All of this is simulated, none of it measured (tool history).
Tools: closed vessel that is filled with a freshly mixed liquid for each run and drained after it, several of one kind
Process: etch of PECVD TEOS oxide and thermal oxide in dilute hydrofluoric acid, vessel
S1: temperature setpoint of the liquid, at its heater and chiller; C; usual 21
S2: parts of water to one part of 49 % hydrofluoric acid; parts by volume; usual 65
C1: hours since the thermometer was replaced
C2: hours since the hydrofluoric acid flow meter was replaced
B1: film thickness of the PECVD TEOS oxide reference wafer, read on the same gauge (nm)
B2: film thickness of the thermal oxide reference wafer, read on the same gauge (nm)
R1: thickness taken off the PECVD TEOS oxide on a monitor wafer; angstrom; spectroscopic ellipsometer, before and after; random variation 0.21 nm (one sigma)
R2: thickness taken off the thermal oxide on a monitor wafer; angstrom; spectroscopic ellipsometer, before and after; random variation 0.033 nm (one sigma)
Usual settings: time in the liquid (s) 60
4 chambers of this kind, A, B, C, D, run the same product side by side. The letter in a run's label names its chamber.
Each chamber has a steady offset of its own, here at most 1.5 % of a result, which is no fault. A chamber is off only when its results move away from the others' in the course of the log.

Run 1A, hour 9.8: usual settings; C1 1142.8; C2 207.2; B1 29.996; B2 29.998. Result: R1 242.62 angstrom, R2 40.404 angstrom.
Run 2B, hour 15.6: usual settings; C1 166.2; C2 870.8; B1 29.986; B2 30.004. Result: R1 242.81 angstrom, R2 40.745 angstrom.
Run 3D, hour 21.5: usual settings; C1 1340.7; C2 507.3; B1 30.006; B2 29.994. Result: R1 246.39 angstrom, R2 40.218 angstrom.
Run 4C, hour 29.6: usual settings; C1 1564.5; C2 161.5; B1 29.947; B2 29.969. Result: R1 243.21 angstrom, R2 40.001 angstrom.
Run 5B, hour 37.6: usual settings; C1 188.2; C2 892.8; B1 29.995; B2 30.03. Result: R1 240.6 angstrom, R2 40.65 angstrom.
Run 6A, hour 45.4: usual settings but time in the liquid (s) 35; C1 1178.4; C2 242.8; B1 29.987; B2 29.994. Result: R1 142.25 angstrom, R2 23.604 angstrom.
Run 7D, hour 51.4: usual settings but time in the liquid (s) 35; C1 1370.6; C2 537.2; B1 30.007; B2 30.017. Result: R1 141.45 angstrom, R2 23.549 angstrom.
Run 8C, hour 58.1: usual settings but time in the liquid (s) 35; C1 1593; C2 190; B1 30.015; B2 30.024. Result: R1 140.92 angstrom, R2 23.414 angstrom.
Run 9B, hour 65.7: usual settings but time in the liquid (s) 35; C1 216.3; C2 920.9; B1 29.99; B2 29.984. Result: R1 139.51 angstrom, R2 23.5 angstrom.
Run 10D, hour 75.6: usual settings; C1 1394.8; C2 561.4; B1 29.999; B2 29.977. Result: R1 243.48 angstrom, R2 40.401 angstrom.
Run 11A, hour 84.1: usual settings; C1 1217.1; C2 281.5; B1 29.964; B2 30.029. Result: R1 245.36 angstrom, R2 40.752 angstrom.
Run 12C, hour 90.4: usual settings; C1 1625.3; C2 222.3; B1 29.96; B2 30.015. Result: R1 243.49 angstrom, R2 40.381 angstrom.
Run 13A, hour 97.2: usual settings; C1 1230.2; C2 294.6; B1 30.004; B2 29.978. Result: R1 245.87 angstrom, R2 40.378 angstrom.
Run 14C, hour 104.4: usual settings but time in the liquid (s) 80; C1 1639.3; C2 236.3; B1 30.017; B2 29.98. Result: R1 323.17 angstrom, R2 54.129 angstrom.
Run 15D, hour 114.4: usual settings but time in the liquid (s) 80; C1 1433.6; C2 600.2; B1 29.994; B2 29.987. Result: R1 327.14 angstrom, R2 53.794 angstrom.
Run 16B, hour 122.3: usual settings but time in the liquid (s) 80; C1 272.9; C2 977.5; B1 29.964; B2 30.009. Result: R1 324.1 angstrom, R2 55.022 angstrom.
Run 17B, hour 132.8: usual settings but time in the liquid (s) 80; C1 283.4; C2 988; B1 30.021; B2 29.972. Result: R1 315.4 angstrom, R2 53.843 angstrom.
Run 18C, hour 143: usual settings but S1 22.5 C, time in the liquid (s) 85; C1 1677.9; C2 274.9; B1 29.975; B2 29.991. Result: R1 372.48 angstrom, R2 60.767 angstrom.
Run 19A, hour 149.8: usual settings but S1 22.5 C, time in the liquid (s) 85; C1 1282.8; C2 347.2; B1 29.998; B2 30.019. Result: R1 374.59 angstrom, R2 61.545 angstrom.
Run 20D, hour 160.4: usual settings but S1 22.5 C, time in the liquid (s) 85; C1 1479.6; C2 646.2; B1 30.007; B2 29.997. Result: R1 361.75 angstrom, R2 60.177 angstrom.
Run 21A, hour 170.3: usual settings but S1 22.5 C, time in the liquid (s) 85; C1 1303.3; C2 367.7; B1 29.999; B2 29.972. Result: R1 373.81 angstrom, R2 61.269 angstrom.
Run 22D, hour 178.8: usual settings; C1 1498; C2 664.6; B1 29.975; B2 29.975. Result: R1 239.24 angstrom, R2 40.496 angstrom.
Run 23C, hour 187.5: usual settings; C1 1722.4; C2 319.4; B1 30.019; B2 30.026. Result: R1 244.19 angstrom, R2 40.153 angstrom.
Run 24B, hour 199.2: usual settings; C1 349.8; C2 1054.4; B1 30.014; B2 29.996. Result: R1 238.67 angstrom, R2 40.846 angstrom.
Run 25A, hour 206.6: usual settings; C1 1339.6; C2 404; B1 30.013; B2 30.025. Result: R1 242.96 angstrom, R2 40.594 angstrom.
Run 26D, hour 213.3: usual settings but S2 90 parts by volume; C1 1532.5; C2 699.1; B1 30.003; B2 30.011. Result: R1 168.92 angstrom, R2 28.368 angstrom.
Run 27C, hour 221.8: usual settings but S2 90 parts by volume; C1 1756.7; C2 353.7; B1 30.021; B2 29.987. Result: R1 172.57 angstrom, R2 28.571 angstrom.
Run 28B, hour 228.8: usual settings but S2 90 parts by volume; C1 379.4; C2 1084; B1 29.982; B2 29.943. Result: R1 167.58 angstrom, R2 28.703 angstrom.

All 4 chambers run these settings next. Forecast each chamber's results:
Run 29A, hour 237.4: usual settings but S2 80 parts by volume. Result: R1 ?, R2 ?.
Run 29B, hour 237.4: usual settings but S2 80 parts by volume. Result: R1 ?, R2 ?.
Run 29C, hour 237.4: usual settings but S2 80 parts by volume. Result: R1 ?, R2 ?.
Run 29D, hour 237.4: usual settings but S2 80 parts by volume. Result: R1 ?, R2 ?.

run      R1      R2
29A  196.16  32.088
29B  195.26  32.478
29C  195.82  32.255
29D  194.88  32.097

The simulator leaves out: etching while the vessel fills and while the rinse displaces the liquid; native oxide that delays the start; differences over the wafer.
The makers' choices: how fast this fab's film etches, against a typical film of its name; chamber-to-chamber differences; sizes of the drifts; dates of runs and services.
